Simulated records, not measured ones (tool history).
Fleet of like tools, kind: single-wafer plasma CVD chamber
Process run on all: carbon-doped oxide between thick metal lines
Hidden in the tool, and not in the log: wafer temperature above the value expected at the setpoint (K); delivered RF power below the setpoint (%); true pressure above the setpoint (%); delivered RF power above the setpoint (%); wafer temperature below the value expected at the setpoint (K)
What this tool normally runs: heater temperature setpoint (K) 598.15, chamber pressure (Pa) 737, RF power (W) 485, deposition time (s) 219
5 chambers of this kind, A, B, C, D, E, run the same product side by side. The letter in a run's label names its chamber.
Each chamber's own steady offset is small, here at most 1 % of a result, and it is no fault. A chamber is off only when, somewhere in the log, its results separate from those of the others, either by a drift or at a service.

run    day  heater temperature setpoint (K)  chamber pressure (Pa)  RF power (W)  deposition time (s)  hours since the last thermocouple change  hours since the last RF generator calibration  hours since the last manometer calibration  read-back reference wafer on the same gauge, thickness_nm  mean film thickness on the monitor wafer (nm)
 1C  0.129                           598.15                    737           485                  219                                     443.7                                         1001.8                                       779.2                                                     1150.6                                         1182.3
 2D  0.233                           598.15                    737           485                  219                                     101.9                                          227.1                                         362                                                     1148.9                                         1176.9
 3A  0.454                           598.15                    737           485                  219                                      58.6                                          684.5                                       293.6                                                     1150.3                                         1185.3
 4B  0.625                           598.15                    737           485                  219                                     346.3                                         1539.5                                       305.7                                                     1150.3                                         1176.7
 5E  0.738                           598.15                    737           485                  219                                      23.7                                          478.8                                       249.2                                                     1150.1                                         1177.2
 6D  0.925                           610.15                    737           425                  219                                     118.5                                          243.7                                       378.6                                                     1149.8                                         1028.5
 7E    1.1                           610.15                    737           425                  219                                      32.4                                          487.5                                       257.9                                                     1149.1                                         1040.9
 8C  1.321                           610.15                    737           425                  219                                     472.3                                         1030.4                                       807.8                                                       1150                                         1040.7
 9A  1.425                           610.15                    737           425                  219                                      81.9                                          707.8                                       316.9                                                     1149.5                                         1042.5
10B  1.621                           610.15                    737           425                  219                                     370.2                                         1563.4                                       329.6                                                     1150.5                                         1037.7
11B  1.746                           598.15                    737           485                  219                                     373.2                                         1566.4                                       332.6                                                     1150.1                                         1182.2
12D  1.917                           598.15                    567           485                  219                                     142.3                                          267.5                                       402.4                                                     1149.3                                         1119.7
13E  2.054                           598.15                    567           485                  219                                      55.3                                          510.4                                       280.8                                                     1149.7                                         1133.9
14C   2.15                           598.15                    567           485                  219                                     492.2                                         1050.3                                       827.7                                                     1150.3                                         1133.2
15A  2.375                           598.15                    567           485                  219                                     104.7                                          730.6                                       339.7                                                     1150.1                                         1136.4
16A  2.596                           598.15                    567           485                  219                                       110                                          735.9                                         345                                                     1150.6                                         1131.7
17C  2.804                           598.15                    737           485                  219                                     507.9                                           1066                                       843.4                                                     1150.5                                         1178.5
18E  2.967                           598.15                    737           485                  219                                      77.2                                          532.3                                       302.7                                                     1150.1                                           1185
19D  3.079                           590.15                    737           485                  245                                     170.2                                          295.4                                       430.3                                                     1150.4                                         1343.1
20B  3.296                           590.15                    737           485                  245                                     410.4                                         1603.6                                       369.8                                                     1150.6                                         1347.6
21A  3.471                           590.15                    737           485                  245                                       131                                          756.9                                         366                                                     1150.3                                         1366.3
22B  3.571                           590.15                    737           485                  245                                       417                                         1610.2                                       376.4                                                     1150.1                                         1358.7
23E  3.758                           590.15                    737           485                  245                                      96.2                                          551.3                                       321.7                                                     1150.2                                         1353.1
24C  3.867                           598.15                    737           485                  219                                     533.4                                         1091.5                                       868.9                                                     1150.1                                         1185.3
25D  4.062                           598.15                    737           485                  219                                     193.8                                            319                                       453.9                                                     1150.4                                         1168.6
26C  4.167                           598.15                    737           485                  219                                     540.6                                         1098.7                                       876.1                                                       1149                                         1182.1
27D  4.275                           598.15                    737           485                  219                                     198.9                                          324.1                                         459                                                     1149.4                                         1177.5
28B  4.462                           598.15                    737           485                  219                                     438.4                                         1631.6                                       397.8                                                     1149.5                                         1174.7
29E  4.583                           598.15                    737           485                  219                                       116                                          571.1                                       341.5                                                     1149.7                                         1185.4
30A  4.746                           598.15                    737           485                  219                                     161.6                                          787.5                                       396.6                                                     1150.6                                         1186.1
31B  4.846                           598.15                    737           485                  219                                     447.6                                         1640.8                                         407                                                     1150.7                                         1180.1
32E  5.062                           598.15                    737           485                  219                                     127.5                                          582.6                                         353                                                     1149.5                                         1177.8
33C  5.179                           598.15                    737           485                  219                                     564.9                                           1123                                       900.4                                                     1149.4                                         1180.6
34D  5.296                           598.15                    737           485                  219                                     223.4                                          348.6                                       483.5                                                     1150.6                                         1170.9
35A  5.475                           598.15                    737           485                  219                                     179.1                                            805                                       414.1                                                     1149.6                                         1179.5
36D  5.683                           598.15                    737           485                  219                                     232.7                                          357.9                                       492.8                                                     1149.1                                         1177.6
37A   5.85                           598.15                    737           485                  219                                     188.1                                            814                                       423.1                                                     1149.7                                         1182.6
38C  6.021                           598.15                    737           485                  219                                     585.1                                         1143.2                                       920.6                                                     1150.5                                         1183.9

Read the log: is a single chamber off, either drifting away or since a service, is the gauge that measures every chamber drifting, or is nothing wrong beyond small per-chamber offsets? Name any odd chamber and what most likely caused it.

No chamber is off and the gauge is stable; the differences are just each chamber's small, constant offset.
